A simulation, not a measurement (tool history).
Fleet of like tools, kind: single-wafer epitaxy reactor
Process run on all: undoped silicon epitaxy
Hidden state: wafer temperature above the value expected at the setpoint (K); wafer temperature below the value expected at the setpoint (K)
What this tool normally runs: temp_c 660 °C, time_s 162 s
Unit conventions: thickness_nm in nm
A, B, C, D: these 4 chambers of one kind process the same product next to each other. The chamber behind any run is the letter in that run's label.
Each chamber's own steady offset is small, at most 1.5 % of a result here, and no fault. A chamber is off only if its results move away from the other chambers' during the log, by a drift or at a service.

run	hour	temp_c	time_s	hours since the last pyrometer calibration	read-back reference wafer on the same gauge, thickness_nm	thickness_nm
1D	6.7	660	162	1395.7	28.414	33.625
2C	12.1	660	162	53	28.401	33.413
3B	18.5	660	162	616.7	28.402	33.796
4A	25.3	660	162	516.9	28.42	33.525
5B	29.7	660	162	627.9	28.413	33.805
6C	33.9	660	162	74.8	28.421	33.345
7A	41.4	660	162	533	28.431	33.623
8D	46.7	660	162	1435.7	28.444	33.649
9C	52.9	660	162	93.8	28.429	33.432
10A	57.4	660	162	549	28.439	33.568
11B	63.3	660	162	661.5	28.439	33.661
12D	67.8	660	162	1456.8	28.441	33.684
13A	76.1	660	162	567.7	28.449	33.554
14B	81.1	660	162	679.3	28.456	33.709
15D	88.3	660	162	1477.3	28.461	33.67
16C	96	660	162	136.9	28.456	33.413
17B	104	660	162	702.2	28.463	33.791
18D	110.6	660	162	1499.6	28.469	33.656
19C	116.9	660	162	157.8	28.488	33.59
20A	120.8	660	162	612.4	28.47	33.686
21A	128.3	660	162	619.9	28.485	33.633
22D	133.3	660	162	1522.3	28.482	33.731
23C	139.9	660	162	180.8	28.494	33.526
24B	147.9	660	162	746.1	28.492	33.828
25B	153.1	650	137	751.3	28.503	23.103
26D	158.8	650	137	1547.8	28.502	22.933
27A	165.1	650	137	656.7	28.507	22.945
28C	170.8	650	137	211.7	28.511	22.835
29C	177.4	645	137	218.3	28.509	20.475
30B	181.8	645	137	780	28.519	20.787
31A	189.3	645	137	680.9	28.534	20.653
32D	194.8	645	137	1583.8	28.525	20.479
33C	202.7	660	162	243.6	28.532	33.649
34A	210.5	660	162	702.1	28.533	33.705
35D	218.1	660	162	1607.1	28.54	33.821
36B	223.8	660	162	822	28.546	33.876
37A	230.9	660	162	722.5	28.546	33.802
38C	236.8	660	162	277.7	28.557	33.547
39D	244.1	660	162	1633.1	28.56	33.755
40B	252.2	651	162	850.4	28.568	27.976
41A	259.2	651	162	750.8	28.569	27.841
42B	264.5	651	162	862.7	28.574	28.057
43C	268.9	651	162	309.8	28.57	27.606
44D	274.5	660	152	1663.5	28.572	31.704

One chamber off, gauge drift, or nothing amiss beyond the chambers' own small offsets? If it is a chamber, which one, and what is the likeliest cause?

The shared gauge is drifting. All chambers look as if they move in step, but none is off.
What lies behind it: gauge reads high (%) = 0.633.

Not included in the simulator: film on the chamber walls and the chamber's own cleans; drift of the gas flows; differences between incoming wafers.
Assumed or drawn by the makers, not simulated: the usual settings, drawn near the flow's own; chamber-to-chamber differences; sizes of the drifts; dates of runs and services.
